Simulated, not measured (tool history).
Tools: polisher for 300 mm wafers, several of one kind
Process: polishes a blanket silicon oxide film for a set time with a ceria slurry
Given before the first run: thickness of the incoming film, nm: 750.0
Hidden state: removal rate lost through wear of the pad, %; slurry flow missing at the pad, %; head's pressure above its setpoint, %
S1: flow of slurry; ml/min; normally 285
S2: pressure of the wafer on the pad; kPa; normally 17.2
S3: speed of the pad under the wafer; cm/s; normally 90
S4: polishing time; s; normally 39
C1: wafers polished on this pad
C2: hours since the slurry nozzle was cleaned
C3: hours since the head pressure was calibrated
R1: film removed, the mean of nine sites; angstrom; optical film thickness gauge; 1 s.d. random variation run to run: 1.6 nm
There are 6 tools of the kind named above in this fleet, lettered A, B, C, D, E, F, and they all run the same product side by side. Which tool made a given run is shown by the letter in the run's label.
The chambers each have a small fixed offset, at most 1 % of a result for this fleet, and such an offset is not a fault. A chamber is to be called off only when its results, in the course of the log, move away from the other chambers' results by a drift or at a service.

run	hour	S1	S2	S3	S4	C1	C2	C3	R1
# hour 0.2: chamber C: slurry nozzle cleaned
1A	4	285	17.2	90	39	822	56.3	185.5	1267.9
2F	8.1	285	17.2	90	39	623	75.9	337.2	1261.1
3B	11.2	285	17.2	90	39	435	288.7	720.3	1234.2
4C	14.7	285	17.2	90	39	294	14.5	490.1	1242.2
5E	17.5	285	17.2	90	39	732	528.7	36.6	1253.2
6D	21	285	17.2	90	39	722	712.1	207.3	1229
7F	23.2	285	17.2	64	39	814	91	352.3	911.82
# hour 23.5: chamber F: worn pad replaced by a new one
8E	25.2	285	17.2	64	39	829	536.4	44.3	874.83
9C	28.6	285	17.2	64	39	470	28.4	504	877.23
# hour 29.1: chamber A: worn pad replaced by a new one
10B	32.5	285	17.2	64	39	704	310	741.6	874.52
11D	36.4	285	17.2	64	39	916	727.5	222.7	879.98
# hour 38.5: chamber E: worn pad replaced by a new one
12A	40.4	285	17.2	64	39	143	92.7	221.9	905.03
# hour 43.1: chamber C: worn pad replaced by a new one
13A	44.1	285	17.2	90	39	190	96.4	225.6	1219.4
14B	48.3	285	17.2	90	39	904	325.8	757.4	1274.1
15F	50.3	285	17.2	90	39	339	118.1	379.4	1288.7
# hour 51.5: chamber B: worn pad replaced by a new one
16D	53.5	210	17.2	90	39	1133	744.6	239.8	1192
17E	56.9	210	17.2	90	39	233	568.1	76	1187.3
18C	59.8	210	17.2	90	39	211	59.6	535.2	1196.4
19C	62.7	210	17.2	90	39	248	62.5	538.1	1167.4
# hour 65.2: chamber D: worn pad replaced by a new one
20A	66.9	210	17.2	90	39	478	119.2	248.4	1210.8
21F	69.9	210	17.2	90	39	587	137.7	399	1240.7
22D	72	285	17.2	90	39	86	763.1	258.3	1270
23E	74.2	285	17.2	90	39	452	585.4	93.3	1261.6
# hour 75: chamber E: slurry nozzle cleaned
24B	77.7	285	17.2	90	39	332	355.2	786.8	1306.9
25A	80.8	285	17.2	90	39	654	133.1	262.3	1275.1
26B	84.7	285	17.2	114	29	420	362.2	793.8	1238.6
27C	87.1	285	17.2	114	29	556	86.9	562.5	1164.5
28F	89.6	285	17.2	114	29	836	157.4	418.7	1173.8
# hour 92.3: chamber C: worn pad replaced by a new one
29D	93.1	285	17.2	114	29	353	784.2	279.4	1170.8
# hour 95.3: chamber C: head pressure recalibrated
# hour 96.2: chamber F: worn pad replaced by a new one
30E	96.8	285	17.2	114	29	737	21.9	115.9	1223.6
31C	99.8	285	17.2	114	29	95	99.6	4.5	1166.1
32A	102.1	285	17.2	90	39	923	154.4	283.6	1270.3
33E	105	285	17.2	90	39	841	30.1	124.1	1251.1
34F	108.9	285	17.2	90	39	160	176.7	438	1237.8
35B	113.3	285	17.2	90	39	782	390.8	822.4	1383.2
36D	116	285	17.2	90	39	642	807.1	302.3	1241.1

Each of the 6 chambers runs these same settings next. Fill in every chamber's results:
37A	119.2	285	17.2	90	39				?
37B	119.2	285	17.2	90	39				?
37C	119.2	285	17.2	90	39				?
37D	119.2	285	17.2	90	39				?
37E	119.2	285	17.2	90	39				?
37F	119.2	285	17.2	90	39				?

run	R1
37A	1247.1
37B	1415.3
37C	1243.1
37D	1236.2
37E	1268
37F	1266.5
